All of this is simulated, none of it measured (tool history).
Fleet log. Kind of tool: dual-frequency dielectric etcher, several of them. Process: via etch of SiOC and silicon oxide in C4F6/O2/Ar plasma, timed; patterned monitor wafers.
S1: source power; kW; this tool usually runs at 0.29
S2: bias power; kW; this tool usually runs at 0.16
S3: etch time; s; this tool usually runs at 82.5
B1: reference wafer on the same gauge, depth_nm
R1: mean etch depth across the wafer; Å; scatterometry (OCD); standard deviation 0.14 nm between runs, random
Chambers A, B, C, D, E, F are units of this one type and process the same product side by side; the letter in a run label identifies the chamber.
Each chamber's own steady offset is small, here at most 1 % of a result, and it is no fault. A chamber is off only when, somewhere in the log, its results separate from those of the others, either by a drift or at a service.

Run 1B, hour 10.1: usual settings; B1 80.082. Result: R1 789.42 Å.
Run 2E, hour 22.7: usual settings; B1 80.093. Result: R1 791.48 Å.
At hour 27.1: chamber A: wet clean of the chamber.
Run 3C, hour 34.5: usual settings; B1 80.058. Result: R1 788.36 Å.
Run 4A, hour 46.2: usual settings; B1 80.049. Result: R1 793.63 Å.
Run 5F, hour 59.5: usual settings; B1 80.011. Result: R1 783.9 Å.
Run 6D, hour 67.3: usual settings; B1 80.018. Result: R1 791.02 Å.
Run 7D, hour 79.3: usual settings; B1 79.983. Result: R1 788.36 Å.
Run 8A, hour 90: usual settings; B1 79.945. Result: R1 792.68 Å.
Run 9F, hour 97.8: usual settings; B1 79.957. Result: R1 785.23 Å.
Run 10E, hour 106.2: usual settings; B1 79.969. Result: R1 789.29 Å.
Run 11B, hour 113.4: usual settings; B1 79.954. Result: R1 785.54 Å.
At hour 125.2: chamber F: bias power generator calibrated.
Run 12C, hour 126.6: usual settings; B1 79.947. Result: R1 787.62 Å.
At hour 137.3: chamber E: wet clean of the chamber.
Run 13A, hour 137.7: usual settings; B1 79.904. Result: R1 791.86 Å.
Run 14E, hour 149.9: usual settings; B1 79.935. Result: R1 789.74 Å.
Run 15B, hour 156.6: usual settings; B1 79.91. Result: R1 788.24 Å.
Run 16C, hour 166.7: usual settings; B1 79.93. Result: R1 787.07 Å.
Run 17D, hour 178.8: usual settings; B1 79.859. Result: R1 789.12 Å.
At hour 183.2: chamber A: source power generator calibrated.
At hour 187: chamber B: source power generator calibrated.
Run 18F, hour 189.7: usual settings; B1 79.848. Result: R1 784.18 Å.
Run 19F, hour 200.6: usual settings; B1 79.845. Result: R1 782.99 Å.
Run 20A, hour 211.9: usual settings; B1 79.818. Result: R1 789.04 Å.
Run 21B, hour 218.4: usual settings but S1 0.35 kW, S3 103.5 s; B1 79.809. Result: R1 1061.9 Å.
Run 22D, hour 224.8: usual settings but S1 0.35 kW, S3 103.5 s; B1 79.797. Result: R1 1062.5 Å.
Run 23C, hour 236.3: usual settings but S1 0.35 kW, S3 103.5 s; B1 79.809. Result: R1 1063 Å.
Run 24E, hour 244.1: usual settings but S1 0.35 kW, S3 103.5 s; B1 79.785. Result: R1 1064.8 Å.
Run 25C, hour 253: usual settings but S1 0.35 kW, S3 103.5 s; B1 79.797. Result: R1 1060 Å.
Run 26D, hour 263.8: usual settings but S1 0.35 kW, S3 103.5 s; B1 79.746. Result: R1 1061.2 Å.
Run 27F, hour 277.7: usual settings but S1 0.26 kW; B1 79.745. Result: R1 749.91 Å.
Run 28B, hour 286.7: usual settings but S1 0.26 kW; B1 79.741. Result: R1 749.9 Å.
Run 29E, hour 294.1: usual settings but S1 0.26 kW; B1 79.739. Result: R1 752.71 Å.
At hour 306.6: chamber D: wet clean of the chamber.
Run 30A, hour 306.8: usual settings but S1 0.26 kW; B1 79.684. Result: R1 755.93 Å.
Run 31D, hour 315.9: usual settings but S1 0.26 kW; B1 79.661. Result: R1 753.15 Å.
Run 32C, hour 329.6: usual settings but S1 0.26 kW; B1 79.654. Result: R1 753.86 Å.
Run 33F, hour 340.5: usual settings; B1 79.673. Result: R1 778.03 Å.
Run 34B, hour 348.8: usual settings; B1 79.626. Result: R1 785.3 Å.
At hour 354: chamber C: wet clean of the chamber.
Run 35E, hour 362.2: usual settings; B1 79.639. Result: R1 784.76 Å.
Run 36A, hour 376.8: usual settings; B1 79.598. Result: R1 788.3 Å.
Run 37E, hour 386.2: usual settings but S2 0.198 kW, S3 67.5 s; B1 79.586. Result: R1 688.12 Å.
At hour 387.5: chamber B: wet clean of the chamber.
Run 38F, hour 393.5: usual settings but S2 0.198 kW, S3 67.5 s; B1 79.621. Result: R1 684.35 Å.
Run 39C, hour 401.1: usual settings but S2 0.198 kW, S3 67.5 s; B1 79.597. Result: R1 688.21 Å.
Run 40A, hour 413.2: usual settings but S2 0.198 kW, S3 67.5 s; B1 79.569. Result: R1 689.54 Å.
Run 41B, hour 419.9: usual settings but S2 0.198 kW, S3 67.5 s; B1 79.547. Result: R1 688.69 Å.

Read the log: is a single chamber off, either drifting away or since a service, is the gauge that measures every chamber drifting, or is nothing wrong beyond small per-chamber offsets? Name any odd chamber and what most likely caused it.

The gauge drifts, so all chambers seem to drift together. No chamber is off.
Most likely cause: gauge reads low (%) = 0.702.
